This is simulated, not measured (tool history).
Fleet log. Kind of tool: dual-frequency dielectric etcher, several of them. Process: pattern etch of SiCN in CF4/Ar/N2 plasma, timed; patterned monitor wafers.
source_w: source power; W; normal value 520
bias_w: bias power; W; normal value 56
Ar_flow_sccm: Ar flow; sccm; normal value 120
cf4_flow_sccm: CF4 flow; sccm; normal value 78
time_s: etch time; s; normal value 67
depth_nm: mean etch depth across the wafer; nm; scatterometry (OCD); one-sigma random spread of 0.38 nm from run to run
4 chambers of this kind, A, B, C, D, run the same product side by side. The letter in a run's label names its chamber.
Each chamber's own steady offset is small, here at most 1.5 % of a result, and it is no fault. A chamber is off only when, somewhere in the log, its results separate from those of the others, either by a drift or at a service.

| run | day | source_w | bias_w | Ar_flow_sccm | cf4_flow_sccm | time_s | hours since the last wet clean | hours since the last source power generator calibration | hours since the last bias power generator calibration | hours since the last Ar flow controller change | hours since the last CF4 flow controller change | read-back reference wafer on the same gauge, depth_nm | depth_nm |
|---|---|---|---|---|---|---|---|---|---|---|---|---|---|
| 1B | 0.333 | 520 | 56 | 120 | 78 | 67 | 480.3 | 3150.9 | 990.5 | 4548.3 | 3633.3 | 53.550 | 60.692 |
| 2D | 0.771 | 520 | 56 | 120 | 78 | 67 | 37.3 | 1855.6 | 306.6 | 715.5 | 170.2 | 53.525 | 60.244 |
| 3C | 1.058 | 520 | 56 | 120 | 78 | 67 | 261.4 | 1068.6 | 234.1 | 3752.4 | 1384.9 | 53.458 | 59.284 |
|  | 1.225 | chamber A: wet clean of the chamber |
| 4A | 1.458 | 520 | 56 | 120 | 78 | 67 | 5.7 | 492.6 | 1793.0 | 2593.6 | 42.9 | 53.453 | 58.919 |
|  | 1.879 | chamber B: wet clean of the chamber |
| 5A | 1.938 | 520 | 56 | 120 | 78 | 67 | 17.2 | 504.1 | 1804.5 | 2605.1 | 54.4 | 53.481 | 59.570 |
| 6D | 2.583 | 520 | 56 | 120 | 78 | 67 | 80.8 | 1899.1 | 350.1 | 759.0 | 213.7 | 53.451 | 60.023 |
| 7B | 3.225 | 520 | 56 | 120 | 78 | 67 | 32.3 | 3220.3 | 1059.9 | 4617.7 | 3702.7 | 53.488 | 60.104 |
| 8C | 3.638 | 520 | 56 | 120 | 78 | 67 | 323.3 | 1130.5 | 296.0 | 3814.3 | 1446.8 | 53.449 | 59.754 |
| 9C | 4.067 | 520 | 56 | 120 | 78 | 67 | 333.6 | 1140.8 | 306.3 | 3824.6 | 1457.1 | 53.462 | 60.029 |
| 10D | 4.688 | 520 | 56 | 120 | 78 | 67 | 131.3 | 1949.6 | 400.6 | 809.5 | 264.2 | 53.515 | 59.958 |
| 11B | 5.279 | 520 | 56 | 120 | 78 | 67 | 81.6 | 3269.6 | 1109.2 | 4667.0 | 3752.0 | 53.396 | 60.655 |
| 12A | 5.842 | 520 | 56 | 120 | 78 | 67 | 110.9 | 597.8 | 1898.2 | 2698.8 | 148.1 | 53.441 | 60.002 |
| 13B | 6.183 | 520 | 56 | 120 | 78 | 67 | 103.3 | 3291.3 | 1130.9 | 4688.7 | 3773.7 | 53.491 | 60.002 |
| 14C | 6.521 | 520 | 56 | 120 | 78 | 67 | 392.5 | 1199.7 | 365.2 | 3883.5 | 1516.0 | 53.445 | 59.705 |
|  | 6.838 | chamber C: wet clean of the chamber |
|  | 6.992 | chamber B: CF4 flow controller replaced |
| 15D | 7.029 | 520 | 56 | 120 | 78 | 67 | 187.5 | 2005.8 | 456.8 | 865.7 | 320.4 | 53.550 | 59.930 |
| 16A | 7.533 | 520 | 56 | 120 | 78 | 67 | 151.5 | 638.4 | 1938.8 | 2739.4 | 188.7 | 53.607 | 59.356 |
| 17C | 8.062 | 440 | 56 | 120 | 78 | 67 | 29.5 | 1236.7 | 402.2 | 3920.5 | 1553.0 | 53.489 | 51.055 |
| 18B | 8.408 | 440 | 56 | 120 | 78 | 67 | 156.7 | 3344.7 | 1184.3 | 4742.1 | 34.1 | 53.460 | 51.423 |
| 19A | 8.808 | 440 | 56 | 120 | 78 | 67 | 182.1 | 669.0 | 1969.4 | 2770.0 | 219.3 | 53.486 | 51.840 |
| 20D | 9.412 | 440 | 56 | 120 | 78 | 67 | 244.7 | 2063.0 | 514.0 | 922.9 | 377.6 | 53.589 | 51.648 |
| 21B | 9.821 | 520 | 56 | 120 | 78 | 67 | 190.6 | 3378.6 | 1218.2 | 4776.0 | 68.0 | 53.494 | 61.123 |
| 22A | 10.454 | 450 | 46 | 120 | 78 | 67 | 221.6 | 708.5 | 2008.9 | 2809.5 | 258.8 | 53.398 | 49.044 |
| 23C | 10.946 | 450 | 46 | 120 | 78 | 67 | 98.7 | 1305.9 | 471.4 | 3989.7 | 1622.2 | 53.508 | 49.589 |
| 24D | 11.421 | 450 | 46 | 120 | 78 | 67 | 292.9 | 2111.2 | 562.2 | 971.1 | 425.8 | 53.403 | 49.254 |
| 25A | 11.862 | 450 | 46 | 120 | 78 | 67 | 255.4 | 742.3 | 2042.7 | 2843.3 | 292.6 | 53.453 | 49.225 |
| 26B | 12.204 | 620 | 56 | 120 | 78 | 59 | 247.8 | 3435.8 | 1275.4 | 4833.2 | 125.2 | 53.502 | 61.956 |
| 27C | 12.712 | 620 | 56 | 120 | 78 | 59 | 141.1 | 1348.3 | 513.8 | 4032.1 | 1664.6 | 53.572 | 61.445 |
| 28D | 13.217 | 620 | 56 | 120 | 78 | 59 | 336.0 | 2154.3 | 605.3 | 1014.2 | 468.9 | 53.461 | 62.337 |
| 29A | 13.729 | 620 | 56 | 120 | 78 | 59 | 300.2 | 787.1 | 2087.5 | 2888.1 | 337.4 | 53.477 | 61.243 |
| 30D | 14.171 | 640 | 66 | 120 | 78 | 67 | 358.9 | 2177.2 | 628.2 | 1037.1 | 491.8 | 53.517 | 75.690 |
| 31B | 14.596 | 640 | 66 | 120 | 78 | 67 | 305.2 | 3493.2 | 1332.8 | 4890.6 | 182.6 | 53.461 | 76.653 |
| 32C | 15.242 | 640 | 66 | 120 | 78 | 67 | 201.8 | 1409.0 | 574.5 | 4092.8 | 1725.3 | 53.523 | 75.022 |
| 33C | 15.696 | 640 | 66 | 120 | 78 | 67 | 212.7 | 1419.9 | 585.4 | 4103.7 | 1736.2 | 53.467 | 75.706 |
| 34D | 16.042 | 520 | 56 | 120 | 78 | 67 | 403.8 | 2222.1 | 673.1 | 1082.0 | 536.7 | 53.485 | 59.789 |
| 35B | 16.325 | 640 | 63 | 120 | 78 | 67 | 346.7 | 3534.7 | 1374.3 | 4932.1 | 224.1 | 53.599 | 75.094 |

Is one chamber out of step, is the gauge drifting, or do the chambers differ by no more than their own small offsets? For an off chamber, give its letter and the likeliest cause.

Beyond each chamber's small constant offset nothing stands out, and the gauge stays steady.
